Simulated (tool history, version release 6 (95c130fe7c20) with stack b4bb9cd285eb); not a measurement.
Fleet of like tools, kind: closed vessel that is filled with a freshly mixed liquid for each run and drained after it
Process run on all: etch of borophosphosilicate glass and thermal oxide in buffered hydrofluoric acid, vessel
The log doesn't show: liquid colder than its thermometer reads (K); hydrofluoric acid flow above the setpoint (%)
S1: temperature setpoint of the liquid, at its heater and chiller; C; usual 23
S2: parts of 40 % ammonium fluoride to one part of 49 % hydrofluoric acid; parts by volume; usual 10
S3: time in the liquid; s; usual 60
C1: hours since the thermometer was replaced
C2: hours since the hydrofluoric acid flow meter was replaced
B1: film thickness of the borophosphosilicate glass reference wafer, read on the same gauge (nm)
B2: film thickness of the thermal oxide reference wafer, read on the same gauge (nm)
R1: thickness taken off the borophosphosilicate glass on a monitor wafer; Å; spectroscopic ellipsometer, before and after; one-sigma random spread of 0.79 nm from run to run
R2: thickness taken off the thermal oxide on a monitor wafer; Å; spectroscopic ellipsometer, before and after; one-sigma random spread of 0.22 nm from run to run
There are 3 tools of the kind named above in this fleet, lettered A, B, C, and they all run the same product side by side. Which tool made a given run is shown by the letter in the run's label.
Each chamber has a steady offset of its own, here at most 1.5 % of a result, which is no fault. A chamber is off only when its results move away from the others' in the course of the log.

{"run": "1C", "hour": 6.4, "S1": 23, "S2": 10, "S3": 60, "C1": 749.6, "C2": 605.9, "B1": 149.99, "B2": 70.001, "R1": 1049.4, "R2": 661.95}
{"run": "2A", "hour": 12.9, "S1": 23, "S2": 10, "S3": 60, "C1": 894.6, "C2": 1549.6, "B1": 150.02, "B2": 69.971, "R1": 1058.5, "R2": 648.31}
{"run": "3B", "hour": 17.9, "S1": 23, "S2": 10, "S3": 60, "C1": 241.2, "C2": 695.8, "B1": 149.99, "B2": 70.014, "R1": 1031.2, "R2": 647.05}
{"run": "4A", "hour": 21.6, "S1": 23, "S2": 10, "S3": 60, "C1": 903.3, "C2": 1558.3, "B1": 150.04, "B2": 69.965, "R1": 1057.4, "R2": 651.19}
{"run": "5B", "hour": 27.6, "S1": 23, "S2": 10, "S3": 60, "C1": 250.9, "C2": 705.5, "B1": 150, "B2": 70.017, "R1": 1043.2, "R2": 647.23}
{"run": "6C", "hour": 34.2, "S1": 23, "S2": 10, "S3": 60, "C1": 777.4, "C2": 633.7, "B1": 150, "B2": 69.988, "R1": 1042, "R2": 658.78}
{"run": "7C", "hour": 39.9, "S1": 23, "S2": 10, "S3": 80, "C1": 783.1, "C2": 639.4, "B1": 150.04, "B2": 70.021, "R1": 1401.7, "R2": 880.04}
{"run": "8A", "hour": 43.4, "S1": 23, "S2": 10, "S3": 80, "C1": 925.1, "C2": 1580.1, "B1": 149.99, "B2": 69.993, "R1": 1390.4, "R2": 871.89}
{"run": "9B", "hour": 46.9, "S1": 23, "S2": 10, "S3": 80, "C1": 270.2, "C2": 724.8, "B1": 149.99, "B2": 69.966, "R1": 1393.4, "R2": 863.91}
{"run": "10B", "hour": 53.3, "S1": 19, "S2": 10, "S3": 60, "C1": 276.6, "C2": 731.2, "B1": 150.01, "B2": 69.972, "R1": 832.78, "R2": 520.13}
{"run": "11C", "hour": 57.3, "S1": 19, "S2": 10, "S3": 60, "C1": 800.5, "C2": 656.8, "B1": 150.01, "B2": 69.985, "R1": 843.21, "R2": 529.76}
{"run": "12A", "hour": 60.6, "S1": 19, "S2": 10, "S3": 60, "C1": 942.3, "C2": 1597.3, "B1": 150, "B2": 70.008, "R1": 836.15, "R2": 522.34}
{"run": "13B", "hour": 65.0, "S1": 23, "S2": 10, "S3": 60, "C1": 288.3, "C2": 742.9, "B1": 149.97, "B2": 70.028, "R1": 1050.6, "R2": 644.24}
{"run": "14C", "hour": 70.2, "S1": 23, "S2": 10, "S3": 60, "C1": 813.4, "C2": 669.7, "B1": 150.02, "B2": 70.005, "R1": 1042.8, "R2": 658.31}
{"run": "15A", "hour": 73.9, "S1": 23, "S2": 10, "S3": 60, "C1": 955.6, "C2": 1610.6, "B1": 149.97, "B2": 70.007, "R1": 1054, "R2": 655.07}
{"run": "16B", "hour": 80.8, "S1": 23, "S2": 10, "S3": 60, "C1": 304.1, "C2": 758.7, "B1": 149.96, "B2": 70.02, "R1": 1049.2, "R2": 644.56}
{"run": "17C", "hour": 84.5, "S1": 23, "S2": 10, "S3": 60, "C1": 827.7, "C2": 684, "B1": 150.02, "B2": 70.01, "R1": 1062, "R2": 660.32}
{"run": "18A", "hour": 90.6, "S1": 23, "S2": 10, "S3": 60, "C1": 972.3, "C2": 1627.3, "B1": 150.01, "B2": 69.983, "R1": 1042.2, "R2": 651.56}
{"run": "19C", "hour": 93.7, "S1": 23, "S2": 10, "S3": 60, "C1": 836.9, "C2": 693.2, "B1": 150, "B2": 69.989, "R1": 1045.9, "R2": 664.46}
{"run": "20A", "hour": 97.2, "S1": 23, "S2": 10, "S3": 60, "C1": 978.9, "C2": 1633.9, "B1": 149.97, "B2": 69.979, "R1": 1065.6, "R2": 652.57}
{"run": "21B", "hour": 101.0, "S1": 23, "S2": 10, "S3": 60, "C1": 324.3, "C2": 778.9, "B1": 149.99, "B2": 70.015, "R1": 1052.2, "R2": 648.91}
{"run": "22A", "hour": 104.3, "S1": 23, "S2": 10, "S3": 60, "C1": 986, "C2": 1641, "B1": 150.02, "B2": 70.021, "R1": 1066.9, "R2": 653.85}
{"run": "23B", "hour": 109.2, "S1": 19.5, "S2": 10, "S3": 60, "C1": 332.5, "C2": 787.1, "B1": 149.98, "B2": 70.014, "R1": 876.71, "R2": 536.06}
{"run": "24C", "hour": 115.8, "S1": 19.5, "S2": 10, "S3": 60, "C1": 859, "C2": 715.3, "B1": 150.01, "B2": 69.983, "R1": 877.8, "R2": 543.04}
{"run": "25B", "hour": 119.0, "S1": 19.5, "S2": 10, "S3": 60, "C1": 342.3, "C2": 796.9, "B1": 149.99, "B2": 70.001, "R1": 873.27, "R2": 534.21}
{"run": "26A", "hour": 124.1, "S1": 23, "S2": 10, "S3": 60, "C1": 1005.8, "C2": 1660.8, "B1": 149.99, "B2": 69.996, "R1": 1051.6, "R2": 647.93}
{"run": "27C", "hour": 127.7, "S1": 23, "S2": 10, "S3": 70, "C1": 870.9, "C2": 727.2, "B1": 150.01, "B2": 70.041, "R1": 1216.9, "R2": 774.34}
{"run": "28C", "hour": 131.0, "S1": 23, "S2": 10, "S3": 70, "C1": 874.2, "C2": 730.5, "B1": 149.99, "B2": 70.015, "R1": 1215.3, "R2": 769.12}
{"run": "29A", "hour": 136.1, "S1": 23, "S2": 10, "S3": 70, "C1": 1017.8, "C2": 1672.8, "B1": 150, "B2": 69.985, "R1": 1223.3, "R2": 762.49}
{"run": "30B", "hour": 140.8, "S1": 23, "S2": 10, "S3": 60, "C1": 364.1, "C2": 818.7, "B1": 150.01, "B2": 69.991, "R1": 1051.2, "R2": 646.8}
{"run": "31B", "hour": 145.8, "S1": 23, "S2": 10, "S3": 60, "C1": 369.1, "C2": 823.7, "B1": 149.99, "B2": 69.997, "R1": 1044.2, "R2": 647.38}
{"run": "32A", "hour": 150.5, "S1": 20.5, "S2": 10, "S3": 90, "C1": 1032.2, "C2": 1687.2, "B1": 150.02, "B2": 69.997, "R1": 1390.8, "R2": 850.16}
{"run": "33C", "hour": 155.9, "S1": 20.5, "S2": 10, "S3": 90, "C1": 899.1, "C2": 755.4, "B1": 150, "B2": 69.984, "R1": 1379.4, "R2": 862.49}
{"run": "34A", "hour": 162.9, "S1": 20.5, "S2": 10, "S3": 90, "C1": 1044.6, "C2": 1699.6, "B1": 150, "B2": 70.038, "R1": 1373.5, "R2": 850.04}
{"run": "35B", "hour": 169.6, "S1": 23, "S2": 10, "S3": 60, "C1": 392.9, "C2": 847.5, "B1": 149.99, "B2": 69.976, "R1": 1043.3, "R2": 645.69}
{"run": "36C", "hour": 173.3, "S1": 23, "S2": 10, "S3": 60, "C1": 916.5, "C2": 772.8, "B1": 149.96, "B2": 70.039, "R1": 1042.7, "R2": 656.47}
{"run": "37B", "hour": 176.7, "S1": 23, "S2": 10, "S3": 60, "C1": 400, "C2": 854.6, "B1": 149.97, "B2": 69.968, "R1": 1032.2, "R2": 644.48}
{"hour": 177.0, "done": "chamber C: hydrofluoric acid flow meter replaced"}
{"run": "38A", "hour": 181.0, "S1": 23, "S2": 10, "S3": 60, "C1": 1062.7, "C2": 1717.7, "B1": 149.97, "B2": 69.977, "R1": 1065.6, "R2": 652.69}
{"run": "39C", "hour": 185.8, "S1": 23, "S2": 10, "S3": 60, "C1": 929, "C2": 8.9, "B1": 149.98, "B2": 69.993, "R1": 1044.4, "R2": 658.26}
{"hour": 189.4, "done": "chamber A: thermometer replaced"}
{"run": "40A", "hour": 192.7, "S1": 23, "S2": 11.5, "S3": 75, "C1": 3.4, "C2": 1729.4, "B1": 150.03, "B2": 70.01, "R1": 1165.2, "R2": 713.33}
{"run": "41B", "hour": 197.3, "S1": 23, "S2": 11.5, "S3": 75, "C1": 420.6, "C2": 875.2, "B1": 149.97, "B2": 70.001, "R1": 1139, "R2": 708.41}

What goes on in this fleet: one chamber off, a drifting gauge, or nothing beyond the chambers' own small offsets? Name the chamber and the cause, if any.

Neither any chamber nor the gauge drifts; the chambers differ only by their own small, steady offsets.
